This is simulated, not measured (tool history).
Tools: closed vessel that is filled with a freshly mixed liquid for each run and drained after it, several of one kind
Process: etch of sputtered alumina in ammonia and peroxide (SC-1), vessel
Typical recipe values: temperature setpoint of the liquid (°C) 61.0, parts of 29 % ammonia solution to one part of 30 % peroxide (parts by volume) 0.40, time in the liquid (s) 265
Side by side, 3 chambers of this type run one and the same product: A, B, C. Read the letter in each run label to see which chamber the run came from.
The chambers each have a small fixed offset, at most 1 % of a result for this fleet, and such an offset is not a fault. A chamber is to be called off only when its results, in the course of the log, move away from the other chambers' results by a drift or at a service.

run     day  temperature setpoint of the liquid (°C)  parts of 29 % ammonia solution to one part of 30 % peroxide (parts by volume)  time in the liquid (s)  hours since the thermometer was replaced  hours since the ammonia flow meter was replaced  hours since the drum of ammonia solution was connected  read-back film thickness of the sputtered alumina reference wafer, read on the same gauge (nm)  thickness taken off the sputtered alumina on a monitor wafer (angstrom)
 1A   0.404                                     61.0                                                                           0.40                     265                                      56.2                                            594.8                                                   196.5                                                                                          140.04                                                                   383.64
      0.650  -- chamber A: new drum of ammonia solution connected
 2C   0.675                                     61.0                                                                           0.40                     265                                     418.7                                            591.9                                                   391.8                                                                                          140.01                                                                   378.56
 3B   0.921                                     61.0                                                                           0.40                     265                                     253.7                                            650.1                                                   279.3                                                                                          139.99                                                                   383.32
 4C   1.354                                     61.0                                                                           0.40                     265                                     435.0                                            608.2                                                   408.1                                                                                          139.99                                                                   380.67
 5B   1.833                                     61.0                                                                           0.40                     265                                     275.6                                            672.0                                                   301.2                                                                                          140.02                                                                   381.81
 6A   2.208                                     61.0                                                                           0.40                     195                                      99.5                                            638.1                                                    37.4                                                                                          139.93                                                                   280.09
 7C   2.729                                     61.0                                                                           0.40                     195                                     468.0                                            641.2                                                   441.1                                                                                          140.01                                                                   281.06
 8B   3.033                                     61.0                                                                           0.40                     195                                     304.4                                            700.8                                                   330.0                                                                                          140.06                                                                   282.55
 9A   3.488                                     61.0                                                                           0.40                     265                                     130.2                                            668.8                                                    68.1                                                                                          139.99                                                                   383.34
10A   3.954                                     53.5                                                                           0.55                     265                                     141.4                                            680.0                                                    79.3                                                                                          139.99                                                                   264.45
11C   4.283                                     53.5                                                                           0.55                     265                                     505.3                                            678.5                                                   478.4                                                                                          140.04                                                                   264.25
12B   4.754                                     53.5                                                                           0.55                     265                                     345.7                                            742.1                                                   371.3                                                                                          140.05                                                                   267.77
13B   5.104                                     61.0                                                                           0.40                     265                                     354.1                                            750.5                                                   379.7                                                                                          139.96                                                                   382.38
14C   5.592                                     61.0                                                                           0.40                     265                                     536.7                                            709.9                                                   509.8                                                                                          140.03                                                                   381.18
15A   5.842                                     61.0                                                                           0.40                     265                                     186.7                                            725.3                                                   124.6                                                                                          139.98                                                                   382.26
16A   6.312                                     61.0                                                                           0.40                     265                                     198.0                                            736.6                                                   135.9                                                                                          140.04                                                                   383.01
17B   6.571                                     61.0                                                                           0.30                     265                                     389.3                                            785.7                                                   414.9                                                                                          139.97                                                                   373.65
18C   6.988                                     61.0                                                                           0.30                     265                                     570.2                                            743.4                                                   543.3                                                                                          140.01                                                                   369.89
19B   7.362                                     61.0                                                                           0.30                     265                                     408.3                                            804.7                                                   433.9                                                                                          139.98                                                                   374.30
20C   7.871                                     61.0                                                                           0.40                     215                                     591.4                                            764.6                                                   564.5                                                                                          140.00                                                                   312.55
21A   8.204                                     61.0                                                                           0.40                     215                                     243.4                                            782.0                                                   181.3                                                                                          139.97                                                                   308.99
22C   8.696                                     61.0                                                                           0.40                     215                                     611.2                                            784.4                                                   584.3                                                                                          139.99                                                                   312.14
23B   9.033                                     61.0                                                                           0.40                     265                                     448.4                                            844.8                                                   474.0                                                                                          140.00                                                                   382.28
      9.325  -- chamber A: new drum of ammonia solution connected
24A   9.438                                     61.0                                                                           0.40                     265                                     273.0                                            811.6                                                     2.7                                                                                          140.05                                                                   381.09
25A   9.933                                     61.0                                                                           0.40                     265                                     284.9                                            823.5                                                    14.6                                                                                          139.97                                                                   380.53
26C  10.283                                     61.0                                                                           0.40                     265                                     649.3                                            822.5                                                   622.4                                                                                          139.99                                                                   385.16
27B  10.729                                     61.0                                                                           0.40                     265                                     489.1                                            885.5                                                   514.7                                                                                          140.03                                                                   387.64
28A  10.996                                     61.0                                                                           0.40                     265                                     310.4                                            849.0                                                    40.1                                                                                          140.00                                                                   382.24
29C  11.262                                     61.0                                                                           0.40                     265                                     672.8                                            846.0                                                   645.9                                                                                          139.99                                                                   386.20
30B  11.758                                     61.0                                                                           0.40                     265                                     513.8                                            910.2                                                   539.4                                                                                          139.96                                                                   381.71
31B  12.283                                     61.0                                                                           0.40                     265                                     526.4                                            922.8                                                   552.0                                                                                          140.03                                                                   384.33
32A  12.717                                     61.0                                                                           0.40                     265                                     351.7                                            890.3                                                    81.4                                                                                          140.02                                                                   382.96
     13.004  -- chamber B: new drum of ammonia solution connected
33C  13.138                                     61.0                                                                           0.40                     265                                     717.8                                            891.0                                                   690.9                                                                                          140.02                                                                   386.54
34C  13.383                                     61.0                                                                           0.40                     265                                     723.7                                            896.9                                                   696.8                                                                                          139.99                                                                   386.87
35A  13.879                                     61.0                                                                           0.40                     265                                     379.6                                            918.2                                                   109.3                                                                                          140.00                                                                   378.83
36B  14.229                                     61.0                                                                           0.40                     265                                     573.1                                            969.5                                                    29.4                                                                                          140.02                                                                   382.20
37A  14.575                                     61.0                                                                           0.40                     265                                     396.3                                            934.9                                                   126.0                                                                                          139.95                                                                   384.46
38C  14.946                                     61.0                                                                           0.55                     185                                     761.2                                            934.4                                                   734.3                                                                                          140.02                                                                   280.45
39B  15.383                                     61.0                                                                           0.55                     185                                     600.8                                            997.2                                                    57.1                                                                                          140.03                                                                   275.37
40A  15.775                                     61.0                                                                           0.55                     185                                     425.1                                            963.7                                                   154.8                                                                                          140.01                                                                   274.03

For the next run the whole fleet of 3 chambers uses the same settings. Give each chamber's results:
41A  16.150                                     61.0                                                                           0.40                     265                                                                                                                                                                                                                                                                                                                           ?
41B  16.150                                     61.0                                                                           0.40                     265                                                                                                                                                                                                                                                                                                                           ?
41C  16.150                                     61.0                                                                           0.40                     265                                                                                                                                                                                                                                                                                                                           ?

run  thickness taken off the sputtered alumina on a monitor wafer (angstrom)
41A                                                                   379.38
41B                                                                   382.98
41C                                                                   391.89
